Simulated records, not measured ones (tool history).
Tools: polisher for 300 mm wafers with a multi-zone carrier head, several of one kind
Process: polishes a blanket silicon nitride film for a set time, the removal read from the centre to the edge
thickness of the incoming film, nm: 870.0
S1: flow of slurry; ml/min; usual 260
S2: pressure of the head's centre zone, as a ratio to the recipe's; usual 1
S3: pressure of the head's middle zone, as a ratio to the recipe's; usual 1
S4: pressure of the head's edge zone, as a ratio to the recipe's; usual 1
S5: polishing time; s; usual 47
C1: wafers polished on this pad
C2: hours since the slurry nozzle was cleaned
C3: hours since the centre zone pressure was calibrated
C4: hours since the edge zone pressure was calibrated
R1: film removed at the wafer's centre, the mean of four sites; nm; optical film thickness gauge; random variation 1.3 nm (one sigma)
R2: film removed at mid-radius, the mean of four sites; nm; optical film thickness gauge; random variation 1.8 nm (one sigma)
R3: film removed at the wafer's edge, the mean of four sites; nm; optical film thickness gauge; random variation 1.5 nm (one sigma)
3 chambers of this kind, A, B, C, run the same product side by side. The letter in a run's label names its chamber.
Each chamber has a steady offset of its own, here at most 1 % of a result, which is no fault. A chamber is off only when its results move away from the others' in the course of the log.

-- hour=7 chamber C: worn pad replaced by a new one
run 1B hour=8.7 | S1=260 S2=1 S3=1 S4=1 S5=47 | C1=445 C2=690.4 C3=396.9 C4=13 | R1=151.53 R2=150.86 R3=152.75
run 2C hour=21.5 | S1=260 S2=1 S3=1 S4=1 S5=47 | C1=239 C2=638.8 C3=120 C4=1072.2 | R1=152.33 R2=151.78 R3=148.91
-- hour=32.1 chamber C: slurry nozzle cleaned
run 3A hour=35.6 | S1=260 S2=1 S3=1 S4=1 S5=47 | C1=748 C2=191.7 C3=991.9 C4=861.7 | R1=152.09 R2=154.49 R3=149.56
run 4A hour=51.1 | S1=260 S2=1 S3=1 S4=1 S5=47 | C1=1003 C2=207.2 C3=1007.4 C4=877.2 | R1=152.83 R2=153.33 R3=148.3
-- hour=54.4 chamber B: slurry nozzle cleaned
run 5C hour=58.9 | S1=260 S2=1 S3=1 S4=1 S5=47 | C1=853 C2=26.8 C3=157.4 C4=1109.6 | R1=153.33 R2=151.22 R3=151.14
-- hour=62.1 chamber B: worn pad replaced by a new one
-- hour=63.8 chamber A: worn pad replaced by a new one
-- hour=64.8 chamber A: edge zone pressure recalibrated
run 6B hour=72 | S1=260 S2=1 S3=1 S4=1 S5=47 | C1=163 C2=17.7 C3=460.2 C4=76.3 | R1=151.51 R2=150.97 R3=154.47
-- hour=72.7 chamber A: slurry nozzle cleaned
run 7A hour=80.4 | S1=260 S2=1 S3=1 S4=1 S5=47 | C1=274 C2=7.8 C3=1036.7 C4=15.6 | R1=151.24 R2=155.22 R3=150.63
-- hour=84.6 chamber C: worn pad replaced by a new one
run 8B hour=88.6 | S1=260 S2=1 S3=1 S4=1 S5=47 | C1=436 C2=34.3 C3=476.8 C4=92.9 | R1=154.63 R2=152.5 R3=153.4
run 9C hour=103.3 | S1=260 S2=1 S3=1 S4=1 S5=47 | C1=308 C2=71.2 C3=201.8 C4=1154 | R1=153.18 R2=153.05 R3=150.55
run 10B hour=118.8 | S1=260 S2=1 S3=1 S4=1 S5=47 | C1=932 C2=64.5 C3=507 C4=123.1 | R1=151.84 R2=155.54 R3=154.9
-- hour=121.9 chamber C: edge zone pressure recalibrated
run 11A hour=132.3 | S1=260 S2=1 S3=1 S4=1 S5=47 | C1=1126 C2=59.7 C3=1088.6 C4=67.5 | R1=150.24 R2=149.45 R3=150.07
-- hour=135.7 chamber A: worn pad replaced by a new one
-- hour=140.2 chamber B: worn pad replaced by a new one
run 12C hour=146.3 | S1=260 S2=1 S3=1 S4=1 S5=47 | C1=1015 C2=114.2 C3=244.8 C4=24.4 | R1=153.38 R2=153.19 R3=152.89
-- hour=150.7 chamber C: worn pad replaced by a new one
run 13C hour=153.5 | S1=330 S2=1 S3=1 S4=1 S5=47 | C1=46 C2=121.4 C3=252 C4=31.6 | R1=157.52 R2=153.47 R3=156.23
run 14B hour=163.3 | S1=330 S2=1 S3=1 S4=1 S5=47 | C1=380 C2=109 C3=551.5 C4=167.6 | R1=155.25 R2=156.74 R3=153.88
run 15A hour=177.6 | S1=330 S2=1 S3=1 S4=1 S5=47 | C1=689 C2=105 C3=1133.9 C4=112.8 | R1=156.31 R2=155.6 R3=153.64
run 16A hour=192.6 | S1=260 S2=1 S3=1 S4=1 S5=53 | C1=936 C2=120 C3=1148.9 C4=127.8 | R1=170.23 R2=170.44 R3=166.04
run 17B hour=200.4 | S1=260 S2=1 S3=1 S4=1 S5=53 | C1=989 C2=146.1 C3=588.6 C4=204.7 | R1=169.11 R2=173.28 R3=172.81
run 18C hour=211 | S1=260 S2=1 S3=1 S4=1 S5=53 | C1=990 C2=178.9 C3=309.5 C4=89.1 | R1=170.82 R2=169.46 R3=170.19
-- hour=216.1 chamber A: worn pad replaced by a new one
-- hour=216.4 chamber B: worn pad replaced by a new one
run 19B hour=223.4 | S1=260 S2=1 S3=1 S4=1 S5=47 | C1=115 C2=169.1 C3=611.6 C4=227.7 | R1=149.41 R2=151.43 R3=153.62
run 20A hour=231.7 | S1=260 S2=1 S3=1 S4=1 S5=47 | C1=256 C2=159.1 C3=1188 C4=166.9 | R1=153.48 R2=151.6 R3=150.33
-- hour=233.6 chamber C: worn pad replaced by a new one
run 21C hour=238.7 | S1=260 S2=1 S3=1 S4=1 S5=47 | C1=84 C2=206.6 C3=337.2 C4=116.8 | R1=152.75 R2=150.26 R3=153.32
run 22C hour=252.9 | S1=260 S2=1 S3=1 S4=1 S5=47 | C1=317 C2=220.8 C3=351.4 C4=131 | R1=152.5 R2=155.65 R3=149.06
run 23B hour=264.5 | S1=260 S2=1 S3=1 S4=1 S5=47 | C1=790 C2=210.2 C3=652.7 C4=268.8 | R1=145.95 R2=156.9 R3=153.79
run 24A hour=275.5 | S1=260 S2=1 S3=1 S4=1 S5=47 | C1=976 C2=202.9 C3=1231.8 C4=210.7 | R1=150.88 R2=154.03 R3=153.49
run 25A hour=283.1 | S1=260 S2=1 S3=1 S4=1 S5=47 | C1=1101 C2=210.5 C3=1239.4 C4=218.3 | R1=153.69 R2=150.64 R3=149.5
-- hour=287.3 chamber B: worn pad replaced by a new one
-- hour=295.1 chamber A: worn pad replaced by a new one
-- hour=295.9 chamber C: worn pad replaced by a new one
run 26B hour=298.3 | S1=260 S2=1 S3=1 S4=1 S5=47 | C1=181 C2=244 C3=686.5 C4=302.6 | R1=144.94 R2=153.15 R3=153.71
run 27C hour=306 | S1=260 S2=1 S3=1 S4=1 S5=47 | C1=167 C2=273.9 C3=404.5 C4=184.1 | R1=152.9 R2=150.81 R3=148.9
run 28B hour=317.7 | S1=260 S2=1 S3=1 S4=1 S5=47 | C1=500 C2=263.4 C3=705.9 C4=322 | R1=145.28 R2=149.17 R3=151.16
run 29C hour=324.9 | S1=260 S2=1 S3=1 S4=1 S5=37 | C1=477 C2=292.8 C3=423.4 C4=203 | R1=121.91 R2=119.87 R3=117.17
-- hour=332.6 chamber A: slurry nozzle cleaned
run 30A hour=333.8 | S1=260 S2=1 S3=1 S4=1 S5=37 | C1=636 C2=1.3 C3=1290.1 C4=269 | R1=118.39 R2=118.96 R3=118.42
run 31A hour=343.3 | S1=260 S2=1 S3=1 S4=1 S5=37 | C1=792 C2=10.8 C3=1299.6 C4=278.5 | R1=118.46 R2=120.27 R3=115.91
-- hour=350.6 chamber B: edge zone pressure recalibrated
run 32B hour=352.9 | S1=260 S2=1 S3=1 S4=1 S5=47 | C1=1078 C2=298.6 C3=741.1 C4=2.3 | R1=142.8 R2=153.13 R3=154.56
-- hour=357.4 chamber C: worn pad replaced by a new one
run 33C hour=360.5 | S1=260 S2=1 S3=1 S4=1 S5=41 | C1=52 C2=328.4 C3=459 C4=238.6 | R1=133.2 R2=131.68 R3=133.42

Is one chamber off against the others, does the gauge drift, or is nothing wrong? If a chamber is off, say which, and what the likeliest cause is.

Chamber B drifts away from the others.
Cause: centre zone's pressure below its setpoint, % = 6.57.

Here are 4 candidates for chamber B's next run, each the usual settings with a change, their results left as question marks. Which one brings its results back in line with what the others give on the usual settings?
In line means no further than this from the other chambers' mean on the usual settings: R1 4.5 nm; R2 6.2 nm; R3 5.2 nm
run 34B-1 hour=371.7 | S1=260 S2=0.99 S3=1 S4=1 S5=47 | R1=? R2=? R3=?
run 34B-2 hour=371.7 | S1=255 S2=0.94 S3=1.01 S4=1.02 S5=47 | R1=? R2=? R3=?
run 34B-3 hour=371.7 | S1=260 S2=1.01 S3=1 S4=1 S5=47 | R1=? R2=? R3=?
run 34B-4 hour=371.7 | S1=265 S2=1.06 S3=0.99 S4=0.98 S5=47 | R1=? R2=? R3=?

The other chambers' mean on the usual settings: R1 152.16 nm; R2 152.14 nm; R3 151.05 nm
run=34B-1 R1=140.88 R2=154.35 R3=152.5
run=34B-2 R1=132.73 R2=155.44 R3=153.82
run=34B-3 R1=144.01 R2=154.34 R3=152.5
run=34B-4 R1=152.19 R2=153.23 R3=151.16
34B-4 brings the chamber back in line.
